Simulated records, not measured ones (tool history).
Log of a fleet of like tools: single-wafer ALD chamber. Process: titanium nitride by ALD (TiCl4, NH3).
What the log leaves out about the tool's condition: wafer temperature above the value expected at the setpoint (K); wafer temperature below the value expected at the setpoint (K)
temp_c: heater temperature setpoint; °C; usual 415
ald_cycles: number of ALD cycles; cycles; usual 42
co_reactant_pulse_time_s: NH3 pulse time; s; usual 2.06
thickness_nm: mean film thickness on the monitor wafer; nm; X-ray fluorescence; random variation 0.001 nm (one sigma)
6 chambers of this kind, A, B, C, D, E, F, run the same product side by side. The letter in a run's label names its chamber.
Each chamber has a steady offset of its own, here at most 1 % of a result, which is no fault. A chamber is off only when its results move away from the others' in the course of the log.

run	day	temp_c	ald_cycles	co_reactant_pulse_time_s	hours since the last thermocouple change	read-back reference wafer on the same gauge, thickness_nm	thickness_nm
1F	0.333	415	42	2.06	191.2	1.0732	0.92609
2C	0.675	415	42	2.06	2245.4	1.0732	0.92308
3B	0.925	415	42	2.06	1003.8	1.0732	0.92707
4D	1.121	415	42	2.06	215.2	1.0738	0.93515
# day 1.162: chamber B: thermocouple changed; heater temperature recalibrated
5E	1.483	415	42	2.06	366.7	1.0737	0.93609
6A	1.767	415	42	2.06	933.2	1.0739	0.9317
7E	1.988	415	42	2.06	378.8	1.0735	0.93542
8A	2.308	401	35	2.06	946.2	1.0737	0.77425
9B	2.679	401	35	2.06	36.4	1.074	0.76867
10D	3.012	401	35	2.06	260.6	1.0742	0.77499
11F	3.267	401	35	2.06	261.6	1.0745	0.76808
12C	3.596	401	35	2.06	2315.5	1.0748	0.76622
13C	3.775	401	35	2.06	2319.8	1.0745	0.76684
14E	4.092	415	42	2.06	429.3	1.0747	0.93573
# day 4.175: chamber C: thermocouple changed; heater temperature recalibrated
15F	4.408	415	42	2.06	289	1.0745	0.92691
16A	4.717	415	42	2.06	1004	1.0751	0.93216
17D	5.092	415	42	2.06	310.5	1.0754	0.93717
18B	5.45	415	42	2.06	102.9	1.075	0.92829
19A	5.692	415	42	2.06	1027.4	1.0753	0.93333
20C	6.075	415	42	2.06	45.7	1.0752	0.92705
21F	6.317	415	42	2.06	334.8	1.0756	0.92878
22D	6.583	415	42	2.06	346.3	1.0759	0.93851
23E	6.929	415	42	2.06	497.4	1.076	0.93722
24B	7.171	415	42	1.76	144.2	1.076	0.92293
25A	7.55	415	42	1.76	1072	1.0763	0.93007
# day 7.721: chamber A: thermocouple changed; heater temperature recalibrated
26F	7.917	415	42	1.76	373.2	1.0762	0.923
27B	8.262	415	42	1.76	170.4	1.0764	0.92419
28D	8.538	415	42	1.76	393.2	1.0766	0.93239
29E	8.717	415	42	1.76	540.3	1.0765	0.93363
30C	9.05	415	42	2.06	117.1	1.0769	0.92561
31F	9.438	415	42	2.06	409.7	1.0771	0.93033
32B	9.817	415	42	2.06	207.7	1.077	0.93021
33D	10.179	415	42	2.06	432.6	1.0773	0.93781
34E	10.488	415	42	2.06	582.8	1.0773	0.93895
35A	10.679	415	42	2.06	71	1.0776	0.93656
36C	11.029	415	42	2.06	164.6	1.0773	0.92761
37A	11.267	415	42	2.06	85.1	1.0778	0.93726

Read the log: is a single chamber off, either drifting away or since a service, is the gauge that measures every chamber drifting, or is nothing wrong beyond small per-chamber offsets? Name any odd chamber and what most likely caused it.

The shared gauge is drifting. All chambers look as if they move in step, but none is off.
What lies behind it: gauge reads high (%) = 0.441.
